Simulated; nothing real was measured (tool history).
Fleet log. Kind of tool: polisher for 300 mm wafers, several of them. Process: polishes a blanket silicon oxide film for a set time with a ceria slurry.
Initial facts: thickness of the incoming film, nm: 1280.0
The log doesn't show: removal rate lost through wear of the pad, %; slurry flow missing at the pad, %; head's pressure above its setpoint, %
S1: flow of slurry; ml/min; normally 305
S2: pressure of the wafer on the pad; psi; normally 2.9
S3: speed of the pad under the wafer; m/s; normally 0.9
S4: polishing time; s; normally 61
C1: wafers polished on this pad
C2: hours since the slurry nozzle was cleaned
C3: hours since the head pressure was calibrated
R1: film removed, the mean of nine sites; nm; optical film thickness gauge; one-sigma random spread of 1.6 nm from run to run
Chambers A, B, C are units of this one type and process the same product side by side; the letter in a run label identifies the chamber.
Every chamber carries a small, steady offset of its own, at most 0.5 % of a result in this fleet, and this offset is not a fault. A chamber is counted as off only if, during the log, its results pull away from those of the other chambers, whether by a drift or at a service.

run 1B hour=8.9 | S1=305 S2=2.9 S3=0.9 S4=61 | C1=331 C2=580.3 C3=510.7 | R1=263.03
-- hour=19.3 chamber C: worn pad replaced by a new one
run 2A hour=22.9 | S1=305 S2=2.9 S3=0.9 S4=61 | C1=839 C2=193.6 C3=579.3 | R1=265.02
run 3C hour=34.9 | S1=305 S2=2.9 S3=0.9 S4=61 | C1=187 C2=529.9 C3=199.8 | R1=260.65
run 4B hour=43.7 | S1=305 S2=2.9 S3=0.9 S4=61 | C1=748 C2=615.1 C3=545.5 | R1=265.32
run 5A hour=51.2 | S1=305 S2=3.5 S3=0.9 S4=75 | C1=1178 C2=221.9 C3=607.6 | R1=393.32
run 6C hour=57.4 | S1=305 S2=3.5 S3=0.9 S4=75 | C1=457 C2=552.4 C3=222.3 | R1=384.33
run 7B hour=67.2 | S1=305 S2=3.5 S3=0.9 S4=75 | C1=1029 C2=638.6 C3=569.0 | R1=386.03
run 8C hour=74.7 | S1=305 S2=2.9 S3=0.9 S4=61 | C1=664 C2=569.7 C3=239.6 | R1=260.75
run 9A hour=80.9 | S1=305 S2=2.9 S3=0.9 S4=61 | C1=1534 C2=251.6 C3=637.3 | R1=263.64
-- hour=82.3 chamber A: worn pad replaced by a new one
run 10C hour=90.6 | S1=305 S2=2.9 S3=0.9 S4=61 | C1=854 C2=585.6 C3=255.5 | R1=260.14
-- hour=95.6 chamber C: worn pad replaced by a new one
run 11A hour=96.7 | S1=305 S2=2.9 S3=0.9 S4=61 | C1=173 C2=267.4 C3=653.1 | R1=263.60
run 12B hour=109.4 | S1=220 S2=2.9 S3=0.9 S4=61 | C1=1534 C2=680.8 C3=611.2 | R1=253.40
run 13A hour=117.4 | S1=220 S2=2.9 S3=0.9 S4=61 | C1=421 C2=288.1 C3=673.8 | R1=255.50
-- hour=129.0 chamber B: head pressure recalibrated
run 14B hour=129.9 | S1=220 S2=2.9 S3=0.9 S4=61 | C1=1780 C2=701.3 C3=0.9 | R1=256.15
run 15C hour=136.6 | S1=305 S2=2.9 S3=0.9 S4=61 | C1=492 C2=631.6 C3=301.5 | R1=261.38
run 16A hour=145.4 | S1=305 S2=2.9 S3=0.9 S4=61 | C1=756 C2=316.1 C3=701.8 | R1=266.48
run 17B hour=156.0 | S1=305 S2=2.9 S3=0.9 S4=61 | C1=2092 C2=727.4 C3=27.0 | R1=258.52
run 18C hour=163.5 | S1=305 S2=2.9 S3=0.9 S4=61 | C1=814 C2=658.5 C3=328.4 | R1=262.12
-- hour=170.3 chamber C: worn pad replaced by a new one
run 19B hour=175.2 | S1=305 S2=2.9 S3=0.9 S4=61 | C1=2322 C2=746.6 C3=46.2 | R1=258.83
-- hour=182.5 chamber B: slurry nozzle cleaned
run 20A hour=182.9 | S1=305 S2=2.9 S3=0.9 S4=61 | C1=1205 C2=353.6 C3=739.3 | R1=267.70
-- hour=183.2 chamber A: worn pad replaced by a new one
run 21C hour=191.0 | S1=305 S2=2.9 S3=0.9 S4=61 | C1=248 C2=686.0 C3=355.9 | R1=261.49
run 22A hour=204.6 | S1=305 S2=2.9 S3=0.9 S4=61 | C1=256 C2=375.3 C3=761.0 | R1=263.46
run 23B hour=217.9 | S1=305 S2=2.9 S3=0.9 S4=61 | C1=2833 C2=35.5 C3=88.9 | R1=257.84
run 24C hour=229.1 | S1=305 S2=2.9 S3=0.9 S4=61 | C1=705 C2=724.1 C3=394.0 | R1=259.21
run 25A hour=236.4 | S1=305 S2=2.9 S3=0.9 S4=61 | C1=637 C2=407.1 C3=792.8 | R1=266.11
-- hour=244.3 chamber C: worn pad replaced by a new one
run 26B hour=247.0 | S1=305 S2=2.9 S3=0.9 S4=61 | C1=3181 C2=64.6 C3=118.0 | R1=252.62
-- hour=251.7 chamber C: slurry nozzle cleaned
run 27C hour=258.8 | S1=305 S2=2.9 S3=0.9 S4=61 | C1=174 C2=7.2 C3=423.7 | R1=261.05
-- hour=267.4 chamber C: head pressure recalibrated
run 28C hour=269.2 | S1=405 S2=2.9 S3=0.9 S4=61 | C1=298 C2=17.6 C3=1.8 | R1=266.83
run 29B hour=278.2 | S1=405 S2=2.9 S3=0.9 S4=61 | C1=3555 C2=95.8 C3=149.2 | R1=259.31
run 30A hour=287.5 | S1=405 S2=2.9 S3=0.9 S4=61 | C1=1248 C2=458.2 C3=843.9 | R1=271.89
-- hour=295.5 chamber A: worn pad replaced by a new one
run 31B hour=297.0 | S1=305 S2=2.9 S3=0.9 S4=61 | C1=3780 C2=114.6 C3=168.0 | R1=252.42
run 32C hour=304.4 | S1=305 S2=2.9 S3=0.9 S4=61 | C1=719 C2=52.8 C3=37.0 | R1=262.14
-- hour=313.4 chamber C: worn pad replaced by a new one
run 33A hour=315.3 | S1=305 S2=2.9 S3=0.9 S4=61 | C1=237 C2=486.0 C3=871.7 | R1=268.23
-- hour=322.0 chamber A: head pressure recalibrated
run 34C hour=327.9 | S1=305 S2=2.9 S3=0.9 S4=61 | C1=174 C2=76.3 C3=60.5 | R1=261.96
run 35B hour=335.4 | S1=305 S2=2.9 S3=0.9 S4=61 | C1=4240 C2=153.0 C3=206.4 | R1=251.57
-- hour=336.1 chamber A: slurry nozzle cleaned
run 36A hour=343.2 | S1=305 S2=2.9 S3=0.9 S4=61 | C1=571 C2=7.1 C3=21.2 | R1=263.81
run 37A hour=351.5 | S1=305 S2=2.9 S3=0.9 S4=61 | C1=670 C2=15.4 C3=29.5 | R1=264.07
run 38C hour=358.4 | S1=305 S2=2.9 S3=0.9 S4=61 | C1=539 C2=106.8 C3=91.0 | R1=262.91

Decide between three cases: one chamber stands off from its peers, the gauge reading all wafers drifts, or nothing is wrong past each chamber's small offset. Where a chamber is off, say which and what most likely put it there.

One chamber, B, drifts off from the rest bit by bit.
Likeliest cause: removal rate lost through wear of the pad, % = 5.35.

Chamber B could run next with any of the 4 candidate recipes listed below; each alters the usual settings, and their results appear as question marks. Which one brings its results back in line with what the other chambers deliver on the usual settings?
Maximum distance from the other chambers' mean on the usual settings for a result to count as in line: R1 5.80 nm
run 39B-1 hour=368.4 | S1=305 S2=3.0 S3=0.92 S4=61 | R1=?
run 39B-2 hour=368.4 | S1=305 S2=2.9 S3=1.00 S4=61 | R1=?
run 39B-3 hour=368.4 | S1=305 S2=2.9 S3=0.86 S4=58 | R1=?
run 39B-4 hour=368.4 | S1=305 S2=2.9 S3=0.88 S4=59 | R1=?

The other chambers' mean on the usual settings: R1 263.23 nm
run=39B-1 R1=260.89
run=39B-2 R1=274.00
run=39B-3 R1=224.35
run=39B-4 R1=233.48
With 39B-1, the chamber falls back in line with the rest.
